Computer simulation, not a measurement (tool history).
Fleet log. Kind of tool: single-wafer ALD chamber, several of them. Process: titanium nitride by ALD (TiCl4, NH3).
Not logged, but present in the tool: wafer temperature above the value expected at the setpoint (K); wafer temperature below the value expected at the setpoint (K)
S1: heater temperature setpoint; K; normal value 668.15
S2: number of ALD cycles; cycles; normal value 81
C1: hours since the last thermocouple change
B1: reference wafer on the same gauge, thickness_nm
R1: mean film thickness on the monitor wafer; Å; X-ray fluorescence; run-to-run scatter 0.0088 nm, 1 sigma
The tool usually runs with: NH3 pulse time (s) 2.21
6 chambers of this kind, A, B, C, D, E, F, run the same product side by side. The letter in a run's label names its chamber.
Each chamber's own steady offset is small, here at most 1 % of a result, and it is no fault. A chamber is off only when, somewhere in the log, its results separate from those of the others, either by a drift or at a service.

run 1C hour=5.3 | S1=668.15 S2=81 NH3_pulse_time_(s)=2.21 | C1=1261.4 | B1=2.0209 | R1=17.93
run 2F hour=12.5 | S1=668.15 S2=81 NH3_pulse_time_(s)=2.21 | C1=1208.3 | B1=2.018 | R1=18.111
run 3E hour=19.5 | S1=668.15 S2=81 NH3_pulse_time_(s)=2.21 | C1=1045.2 | B1=2.0193 | R1=17.892
run 4B hour=24.7 | S1=668.15 S2=81 NH3_pulse_time_(s)=2.21 | C1=780.1 | B1=2.0187 | R1=17.984
run 5D hour=29.8 | S1=668.15 S2=81 NH3_pulse_time_(s)=2.21 | C1=991.6 | B1=2.0216 | R1=17.839
run 6A hour=35.9 | S1=677.15 S2=81 NH3_pulse_time_(s)=2.21 | C1=135.9 | B1=2.02 | R1=18
run 7B hour=40.7 | S1=677.15 S2=81 NH3_pulse_time_(s)=2.21 | C1=796.1 | B1=2.0219 | R1=18.019
run 8A hour=44 | S1=677.15 S2=81 NH3_pulse_time_(s)=2.21 | C1=144 | B1=2.0235 | R1=18.016
run 9F hour=49.3 | S1=677.15 S2=81 NH3_pulse_time_(s)=2.21 | C1=1245.1 | B1=2.0196 | R1=17.947
run 10D hour=53.7 | S1=677.15 S2=81 NH3_pulse_time_(s)=2.21 | C1=1015.5 | B1=2.0218 | R1=18.082
run 11C hour=60.5 | S1=677.15 S2=81 NH3_pulse_time_(s)=2.21 | C1=1316.6 | B1=2.0197 | R1=17.952
run 12E hour=65.8 | S1=668.15 S2=81 NH3_pulse_time_(s)=2.21 | C1=1091.5 | B1=2.0197 | R1=17.797
run 13A hour=69.6 | S1=668.15 S2=81 NH3_pulse_time_(s)=2.21 | C1=169.6 | B1=2.0196 | R1=17.942
run 14C hour=75.1 | S1=668.15 S2=81 NH3_pulse_time_(s)=2.21 | C1=1331.2 | B1=2.02 | R1=17.954
run 15E hour=80.4 | S1=668.15 S2=81 NH3_pulse_time_(s)=2.21 | C1=1106.1 | B1=2.0208 | R1=17.772
run 16B hour=85.4 | S1=668.15 S2=81 NH3_pulse_time_(s)=2.21 | C1=840.8 | B1=2.0182 | R1=18.007
run 17D hour=89.3 | S1=668.15 S2=81 NH3_pulse_time_(s)=2.21 | C1=1051.1 | B1=2.0188 | R1=17.972
run 18F hour=94.2 | S1=668.15 S2=81 NH3_pulse_time_(s)=2.21 | C1=1290 | B1=2.021 | R1=17.909
run 19C hour=97.6 | S1=668.15 S2=81 NH3_pulse_time_(s)=2.21 | C1=1353.7 | B1=2.0196 | R1=17.895
run 20E hour=101.1 | S1=668.15 S2=81 NH3_pulse_time_(s)=2.21 | C1=1126.8 | B1=2.0197 | R1=17.766
run 21D hour=106.5 | S1=668.15 S2=81 NH3_pulse_time_(s)=2.21 | C1=1068.3 | B1=2.0202 | R1=17.918
run 22A hour=111.5 | S1=668.15 S2=81 NH3_pulse_time_(s)=2.21 | C1=211.5 | B1=2.0193 | R1=17.779
run 23F hour=115.8 | S1=668.15 S2=92 NH3_pulse_time_(s)=2.96 | C1=1311.6 | B1=2.0224 | R1=20.64
run 24B hour=122.1 | S1=668.15 S2=92 NH3_pulse_time_(s)=2.96 | C1=877.5 | B1=2.0196 | R1=20.502
-- hour=127 chamber B: thermocouple changed; heater temperature recalibrated
run 25B hour=127 | S1=668.15 S2=92 NH3_pulse_time_(s)=2.96 | C1=0.1 | B1=2.02 | R1=20.703
run 26A hour=133 | S1=668.15 S2=92 NH3_pulse_time_(s)=2.96 | C1=233 | B1=2.0213 | R1=20.337
run 27E hour=138 | S1=668.15 S2=92 NH3_pulse_time_(s)=2.96 | C1=1163.7 | B1=2.0229 | R1=20.563
run 28D hour=141.9 | S1=668.15 S2=92 NH3_pulse_time_(s)=2.96 | C1=1103.7 | B1=2.0197 | R1=20.515
run 29F hour=147.2 | S1=668.15 S2=81 NH3_pulse_time_(s)=2.21 | C1=1343 | B1=2.0227 | R1=17.903
run 30C hour=152 | S1=668.15 S2=81 NH3_pulse_time_(s)=2.21 | C1=1408.1 | B1=2.0194 | R1=17.956
run 31A hour=157.7 | S1=660.15 S2=81 NH3_pulse_time_(s)=2.21 | C1=257.7 | B1=2.0202 | R1=17.705
run 32B hour=163.3 | S1=660.15 S2=81 NH3_pulse_time_(s)=2.21 | C1=36.4 | B1=2.0184 | R1=17.93
run 33D hour=168 | S1=660.15 S2=81 NH3_pulse_time_(s)=2.21 | C1=1129.8 | B1=2.0186 | R1=17.788
run 34E hour=172 | S1=660.15 S2=81 NH3_pulse_time_(s)=2.21 | C1=1197.7 | B1=2.0178 | R1=17.63
run 35C hour=177.7 | S1=660.15 S2=81 NH3_pulse_time_(s)=2.21 | C1=1433.8 | B1=2.0197 | R1=17.819
run 36F hour=182.8 | S1=660.15 S2=81 NH3_pulse_time_(s)=2.21 | C1=1378.6 | B1=2.0213 | R1=17.822
run 37F hour=187.2 | S1=656.15 S2=81 NH3_pulse_time_(s)=1.53 | C1=1383 | B1=2.0201 | R1=17.307
run 38E hour=192.6 | S1=656.15 S2=81 NH3_pulse_time_(s)=1.53 | C1=1218.3 | B1=2.0182 | R1=17.092
run 39A hour=196.6 | S1=656.15 S2=81 NH3_pulse_time_(s)=1.53 | C1=296.6 | B1=2.0169 | R1=17.23
run 40B hour=203.8 | S1=656.15 S2=81 NH3_pulse_time_(s)=1.53 | C1=76.9 | B1=2.0207 | R1=17.486
run 41D hour=208.2 | S1=656.15 S2=81 NH3_pulse_time_(s)=1.53 | C1=1170 | B1=2.0216 | R1=17.455

All 6 chambers run these settings next. Forecast each chamber's results:
run 42A hour=213.4 | S1=668.15 S2=81 NH3_pulse_time_(s)=2.21 | R1=?
run 42B hour=213.4 | S1=668.15 S2=81 NH3_pulse_time_(s)=2.21 | R1=?
run 42C hour=213.4 | S1=668.15 S2=81 NH3_pulse_time_(s)=2.21 | R1=?
run 42D hour=213.4 | S1=668.15 S2=81 NH3_pulse_time_(s)=2.21 | R1=?
run 42E hour=213.4 | S1=668.15 S2=81 NH3_pulse_time_(s)=2.21 | R1=?
run 42F hour=213.4 | S1=668.15 S2=81 NH3_pulse_time_(s)=2.21 | R1=?

run=42A R1=17.845
run=42B R1=18.011
run=42C R1=17.793
run=42D R1=17.968
run=42E R1=17.838
run=42F R1=17.818
